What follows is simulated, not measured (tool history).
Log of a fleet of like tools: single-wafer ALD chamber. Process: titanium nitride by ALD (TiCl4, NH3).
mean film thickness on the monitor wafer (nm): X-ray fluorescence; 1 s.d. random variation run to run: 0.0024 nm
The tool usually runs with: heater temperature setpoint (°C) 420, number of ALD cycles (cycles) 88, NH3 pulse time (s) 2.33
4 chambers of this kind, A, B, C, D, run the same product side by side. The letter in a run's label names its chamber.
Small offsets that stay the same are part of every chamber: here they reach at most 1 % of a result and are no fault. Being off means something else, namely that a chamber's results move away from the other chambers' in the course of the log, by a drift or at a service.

run	day	heater temperature setpoint (°C)	number of ALD cycles (cycles)	NH3 pulse time (s)	hours since the last thermocouple change	read-back reference wafer on the same gauge, thickness_nm	mean film thickness on the monitor wafer (nm)
1A	0.388	420	88	2.33	155.9	1.7098	1.9606
2B	0.646	420	88	2.33	1830.5	1.7094	1.9734
3C	0.988	420	88	2.33	594.3	1.7093	1.9606
4D	1.354	420	88	2.33	811.6	1.7091	1.9718
5D	1.746	406	88	2.33	821	1.7084	1.9675
6A	2.117	406	88	2.33	197.4	1.7079	1.9549
7C	2.329	406	88	2.33	626.5	1.7082	1.9499
8B	2.679	406	88	2.33	1879.3	1.708	1.9672
9D	3.029	420	88	2.33	851.8	1.7071	1.9739
10B	3.262	420	88	2.33	1893.3	1.7082	1.973
11C	3.533	420	88	2.33	655.4	1.7067	1.9593
12A	3.708	420	88	2.33	235.6	1.7068	1.9579
13D	3.979	420	88	2.33	874.6	1.7065	1.9717
14B	4.262	420	88	2.33	1917.3	1.7063	1.9697
15C	4.483	420	88	2.33	678.2	1.7066	1.9598
16A	4.788	420	88	2.33	261.5	1.7059	1.961
17D	5.088	420	88	2.33	901.2	1.7059	1.9694
18C	5.342	420	88	2.33	698.8	1.7055	1.9586
19B	5.571	420	88	2.33	1948.7	1.7058	1.9722
20A	5.838	420	88	2.33	286.7	1.7053	1.9587
21B	6.167	420	88	2.33	1963	1.7047	1.9687
22D	6.417	420	88	2.33	933.1	1.7044	1.9704
23A	6.792	420	101	1.5	309.6	1.7047	2.2168
24C	7.054	420	101	1.5	739.9	1.7042	2.2098
25A	7.442	420	101	1.5	325.2	1.7037	2.2122
26B	7.717	420	101	1.5	2000.2	1.7042	2.2284
27C	7.921	420	88	2.33	760.7	1.7034	1.9512
28D	8.204	420	88	2.33	976	1.7036	1.9674
29C	8.392	420	88	2.33	772	1.7027	1.9566
# day 8.446: chamber D: thermocouple changed; heater temperature recalibrated
30A	8.75	420	88	2.33	356.6	1.7027	1.9563
31B	8.933	413	104	2.33	2029.4	1.7019	2.3202
32D	9.325	413	104	2.33	21.2	1.7023	2.3212
33A	9.642	413	104	2.33	378	1.7016	2.3061
34D	9.95	413	104	2.33	36.2	1.7015	2.328

All 4 chambers run these settings next. Forecast each chamber's results:
35A	10.238	420	88	2.33			?
35B	10.238	420	88	2.33			?
35C	10.238	420	88	2.33			?
35D	10.238	420	88	2.33			?

run	mean film thickness on the monitor wafer (nm)
35A	1.9488
35B	1.9679
35C	1.9543
35D	1.9679
